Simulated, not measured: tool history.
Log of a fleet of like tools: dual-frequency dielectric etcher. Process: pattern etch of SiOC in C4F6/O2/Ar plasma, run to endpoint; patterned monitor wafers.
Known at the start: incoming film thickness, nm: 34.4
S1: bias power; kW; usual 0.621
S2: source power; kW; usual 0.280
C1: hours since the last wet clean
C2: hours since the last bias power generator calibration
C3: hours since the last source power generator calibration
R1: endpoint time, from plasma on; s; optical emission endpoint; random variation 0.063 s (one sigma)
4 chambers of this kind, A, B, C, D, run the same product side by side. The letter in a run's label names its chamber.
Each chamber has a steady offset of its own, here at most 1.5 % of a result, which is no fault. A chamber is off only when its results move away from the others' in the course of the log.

run 1B hour=6.2 | S1=0.621 S2=0.280 | C1=354.4 C2=768.8 C3=694.2 | R1=12.082
run 2D hour=18.9 | S1=0.621 S2=0.280 | C1=411.8 C2=1061.1 C3=497.7 | R1=12.266
-- hour=27.6 chamber C: wet clean of the chamber
run 3A hour=30.7 | S1=0.621 S2=0.280 | C1=272.3 C2=2711.8 C3=244.1 | R1=12.257
run 4C hour=36.8 | S1=0.621 S2=0.280 | C1=9.2 C2=844.1 C3=2086.4 | R1=12.276
run 5B hour=45.4 | S1=0.621 S2=0.280 | C1=393.6 C2=808.0 C3=733.4 | R1=12.152
run 6A hour=56.2 | S1=0.621 S2=0.280 | C1=297.8 C2=2737.3 C3=269.6 | R1=12.170
run 7C hour=64.6 | S1=0.621 S2=0.280 | C1=37.0 C2=871.9 C3=2114.2 | R1=12.293
run 8D hour=76.2 | S1=0.621 S2=0.280 | C1=469.1 C2=1118.4 C3=555.0 | R1=12.132
run 9B hour=86.8 | S1=0.621 S2=0.280 | C1=435.0 C2=849.4 C3=774.8 | R1=12.068
run 10A hour=93.2 | S1=0.621 S2=0.280 | C1=334.8 C2=2774.3 C3=306.6 | R1=12.259
run 11D hour=102.6 | S1=0.621 S2=0.280 | C1=495.5 C2=1144.8 C3=581.4 | R1=12.266
run 12C hour=111.8 | S1=0.706 S2=0.280 | C1=84.2 C2=919.1 C3=2161.4 | R1=11.585
run 13C hour=118.7 | S1=0.706 S2=0.280 | C1=91.1 C2=926.0 C3=2168.3 | R1=11.582
run 14B hour=124.7 | S1=0.706 S2=0.280 | C1=472.9 C2=887.3 C3=812.7 | R1=11.444
run 15A hour=136.2 | S1=0.706 S2=0.280 | C1=377.8 C2=2817.3 C3=349.6 | R1=11.658
run 16D hour=144.0 | S1=0.621 S2=0.280 | C1=536.9 C2=1186.2 C3=622.8 | R1=12.308
run 17B hour=155.7 | S1=0.621 S2=0.280 | C1=503.9 C2=918.3 C3=843.7 | R1=12.047
run 18A hour=165.3 | S1=0.621 S2=0.280 | C1=406.9 C2=2846.4 C3=378.7 | R1=12.165
run 19C hour=173.6 | S1=0.621 S2=0.280 | C1=146.0 C2=980.9 C3=2223.2 | R1=12.348
-- hour=175.3 chamber D: wet clean of the chamber
run 20D hour=186.3 | S1=0.559 S2=0.260 | C1=11.1 C2=1228.5 C3=665.1 | R1=13.058
run 21A hour=198.3 | S1=0.559 S2=0.260 | C1=439.9 C2=2879.4 C3=411.7 | R1=13.130
-- hour=203.1 chamber A: wet clean of the chamber
run 22B hour=208.4 | S1=0.559 S2=0.260 | C1=556.6 C2=971.0 C3=896.4 | R1=13.027
run 23C hour=216.5 | S1=0.559 S2=0.260 | C1=188.9 C2=1023.8 C3=2266.1 | R1=13.023
run 24D hour=224.6 | S1=0.716 S2=0.250 | C1=49.4 C2=1266.8 C3=703.4 | R1=12.099
run 25D hour=236.5 | S1=0.716 S2=0.250 | C1=61.3 C2=1278.7 C3=715.3 | R1=12.152
run 26C hour=246.7 | S1=0.716 S2=0.250 | C1=219.1 C2=1054.0 C3=2296.3 | R1=12.072
run 27A hour=259.0 | S1=0.716 S2=0.250 | C1=55.9 C2=2940.1 C3=472.4 | R1=11.953
run 28B hour=268.7 | S1=0.621 S2=0.280 | C1=616.9 C2=1031.3 C3=956.7 | R1=12.085
run 29C hour=279.4 | S1=0.621 S2=0.280 | C1=251.8 C2=1086.7 C3=2329.0 | R1=12.327
run 30B hour=289.3 | S1=0.621 S2=0.280 | C1=637.5 C2=1051.9 C3=977.3 | R1=12.035
run 31D hour=300.6 | S1=0.621 S2=0.310 | C1=125.4 C2=1342.8 C3=779.4 | R1=11.723
run 32A hour=310.1 | S1=0.621 S2=0.310 | C1=107.0 C2=2991.2 C3=523.5 | R1=11.696
run 33D hour=319.8 | S1=0.621 S2=0.310 | C1=144.6 C2=1362.0 C3=798.6 | R1=11.874

Is one chamber off against the others, does the gauge drift, or is nothing wrong? If a chamber is off, say which, and what the likeliest cause is.

No chamber stands off beyond its own small offset, and the gauge holds steady.
